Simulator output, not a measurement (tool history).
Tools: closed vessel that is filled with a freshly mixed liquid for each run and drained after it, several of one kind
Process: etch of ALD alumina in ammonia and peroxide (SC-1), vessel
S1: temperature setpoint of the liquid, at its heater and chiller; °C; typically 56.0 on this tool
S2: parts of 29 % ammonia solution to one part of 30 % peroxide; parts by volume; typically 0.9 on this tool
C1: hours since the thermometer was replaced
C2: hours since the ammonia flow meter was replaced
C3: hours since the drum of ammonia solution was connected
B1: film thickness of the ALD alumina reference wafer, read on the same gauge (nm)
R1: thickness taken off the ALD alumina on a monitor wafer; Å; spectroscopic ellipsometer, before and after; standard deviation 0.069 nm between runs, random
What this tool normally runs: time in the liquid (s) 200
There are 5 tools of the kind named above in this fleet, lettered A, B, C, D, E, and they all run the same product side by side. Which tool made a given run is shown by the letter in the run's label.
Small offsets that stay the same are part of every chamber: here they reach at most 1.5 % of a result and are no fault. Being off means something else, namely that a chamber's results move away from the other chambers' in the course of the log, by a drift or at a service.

run 1C hour=5.0 | S1=56.0 S2=0.9 time_in_the_liquid_(s)=200 | C1=1023.6 C2=1508.7 C3=178.2 | B1=70.007 | R1=122.77
-- hour=6.7 chamber E: new drum of ammonia solution connected
run 2B hour=13.4 | S1=56.0 S2=0.9 time_in_the_liquid_(s)=200 | C1=2146.4 C2=1841.0 C3=158.7 | B1=70.027 | R1=122.51
run 3D hour=18.7 | S1=56.0 S2=0.9 time_in_the_liquid_(s)=200 | C1=122.8 C2=830.2 C3=254.8 | B1=69.989 | R1=121.03
run 4E hour=23.7 | S1=56.0 S2=0.9 time_in_the_liquid_(s)=200 | C1=1242.2 C2=483.4 C3=17.0 | B1=69.994 | R1=121.95
run 5A hour=30.2 | S1=56.0 S2=0.9 time_in_the_liquid_(s)=200 | C1=147.4 C2=617.5 C3=280.3 | B1=70.014 | R1=121.07
run 6D hour=37.8 | S1=56.0 S2=0.9 time_in_the_liquid_(s)=200 | C1=141.9 C2=849.3 C3=273.9 | B1=69.999 | R1=121.65
run 7A hour=47.5 | S1=56.0 S2=0.9 time_in_the_liquid_(s)=200 | C1=164.7 C2=634.8 C3=297.6 | B1=70.015 | R1=121.55
run 8E hour=56.1 | S1=56.0 S2=0.9 time_in_the_liquid_(s)=200 | C1=1274.6 C2=515.8 C3=49.4 | B1=69.976 | R1=120.29
run 9C hour=63.8 | S1=56.0 S2=0.9 time_in_the_liquid_(s)=200 | C1=1082.4 C2=1567.5 C3=237.0 | B1=69.999 | R1=122.57
run 10B hour=73.1 | S1=56.0 S2=0.9 time_in_the_liquid_(s)=200 | C1=2206.1 C2=1900.7 C3=218.4 | B1=69.984 | R1=124.46
run 11C hour=79.5 | S1=56.0 S2=0.9 time_in_the_liquid_(s)=200 | C1=1098.1 C2=1583.2 C3=252.7 | B1=69.965 | R1=121.92
run 12A hour=86.6 | S1=56.0 S2=0.9 time_in_the_liquid_(s)=200 | C1=203.8 C2=673.9 C3=336.7 | B1=69.990 | R1=123.02
run 13E hour=92.8 | S1=56.0 S2=0.9 time_in_the_liquid_(s)=200 | C1=1311.3 C2=552.5 C3=86.1 | B1=70.030 | R1=120.08
run 14D hour=101.2 | S1=56.0 S2=0.9 time_in_the_liquid_(s)=200 | C1=205.3 C2=912.7 C3=337.3 | B1=69.972 | R1=122.21
-- hour=101.9 chamber B: new drum of ammonia solution connected
run 15B hour=107.0 | S1=60.5 S2=0.9 time_in_the_liquid_(s)=200 | C1=2240.0 C2=1934.6 C3=5.1 | B1=69.976 | R1=154.19
run 16D hour=115.5 | S1=60.5 S2=0.9 time_in_the_liquid_(s)=200 | C1=219.6 C2=927.0 C3=351.6 | B1=69.985 | R1=154.10
run 17B hour=121.7 | S1=60.5 S2=0.9 time_in_the_liquid_(s)=200 | C1=2254.7 C2=1949.3 C3=19.8 | B1=70.025 | R1=154.04
run 18A hour=131.4 | S1=60.5 S2=0.9 time_in_the_liquid_(s)=200 | C1=248.6 C2=718.7 C3=381.5 | B1=70.016 | R1=154.07
-- hour=136.5 chamber A: ammonia flow meter replaced
run 19C hour=140.6 | S1=60.5 S2=0.9 time_in_the_liquid_(s)=200 | C1=1159.2 C2=1644.3 C3=313.8 | B1=69.976 | R1=152.42
run 20E hour=145.6 | S1=56.0 S2=0.9 time_in_the_liquid_(s)=200 | C1=1364.1 C2=605.3 C3=138.9 | B1=69.993 | R1=116.72
run 21D hour=154.6 | S1=56.0 S2=0.9 time_in_the_liquid_(s)=200 | C1=258.7 C2=966.1 C3=390.7 | B1=70.028 | R1=122.16
-- hour=156.0 chamber B: ammonia flow meter replaced
run 22C hour=164.6 | S1=56.0 S2=0.9 time_in_the_liquid_(s)=200 | C1=1183.2 C2=1668.3 C3=337.8 | B1=70.002 | R1=122.63
run 23B hour=172.6 | S1=56.0 S2=0.9 time_in_the_liquid_(s)=200 | C1=2305.6 C2=16.7 C3=70.7 | B1=70.043 | R1=123.00
run 24A hour=181.7 | S1=56.0 S2=0.9 time_in_the_liquid_(s)=200 | C1=298.9 C2=45.2 C3=431.8 | B1=70.006 | R1=123.54
run 25E hour=186.8 | S1=56.0 S2=0.9 time_in_the_liquid_(s)=200 | C1=1405.3 C2=646.5 C3=180.1 | B1=70.001 | R1=117.08
-- hour=194.2 chamber E: new drum of ammonia solution connected
run 26D hour=196.5 | S1=56.0 S2=0.9 time_in_the_liquid_(s)=200 | C1=300.6 C2=1008.0 C3=432.6 | B1=69.992 | R1=120.42
run 27E hour=201.8 | S1=56.0 S2=0.9 time_in_the_liquid_(s)=200 | C1=1420.3 C2=661.5 C3=7.7 | B1=69.979 | R1=114.80
run 28B hour=206.7 | S1=56.0 S2=0.9 time_in_the_liquid_(s)=200 | C1=2339.7 C2=50.8 C3=104.8 | B1=69.983 | R1=123.78
run 29A hour=212.6 | S1=56.0 S2=0.9 time_in_the_liquid_(s)=200 | C1=329.8 C2=76.1 C3=462.7 | B1=70.004 | R1=122.65
run 30C hour=219.8 | S1=56.0 S2=0.9 time_in_the_liquid_(s)=200 | C1=1238.4 C2=1723.5 C3=393.0 | B1=69.977 | R1=122.00
run 31A hour=226.7 | S1=56.0 S2=0.9 time_in_the_liquid_(s)=200 | C1=343.9 C2=90.2 C3=476.8 | B1=70.006 | R1=122.04
run 32B hour=233.9 | S1=56.0 S2=0.9 time_in_the_liquid_(s)=200 | C1=2366.9 C2=78.0 C3=132.0 | B1=69.996 | R1=122.79
run 33C hour=242.7 | S1=56.0 S2=0.9 time_in_the_liquid_(s)=200 | C1=1261.3 C2=1746.4 C3=415.9 | B1=70.062 | R1=123.22

One chamber off, gauge drift, or nothing amiss beyond the chambers' own small offsets? If it is a chamber, which one, and what is the likeliest cause?

One chamber, E, drifts off from the rest bit by bit.
Cause: liquid colder than its thermometer reads (K) = 1.23.

Chamber E could run next with any of the 4 candidate recipes listed below; each alters the usual settings, and their results appear as question marks. Which one brings its results back in line with what the other chambers deliver on the usual settings?
In-line tolerance around the mean of the other chambers on the usual settings: R1 2.40 Å
run 34E-1 hour=249.9 | S1=55.5 S2=0.9 time_in_the_liquid_(s)=190 | R1=?
run 34E-2 hour=249.9 | S1=56.0 S2=0.9 time_in_the_liquid_(s)=195 | R1=?
run 34E-3 hour=249.9 | S1=56.0 S2=0.9 time_in_the_liquid_(s)=205 | R1=?
run 34E-4 hour=249.9 | S1=56.0 S2=0.9 time_in_the_liquid_(s)=215 | R1=?

What the other chambers average on the usual settings: R1 122.32 Å
run=34E-1 R1=104.81
run=34E-2 R1=110.47
run=34E-3 R1=116.14
run=34E-4 R1=121.80
34E-4 is the one that brings the chamber's results back in line with the other chambers.
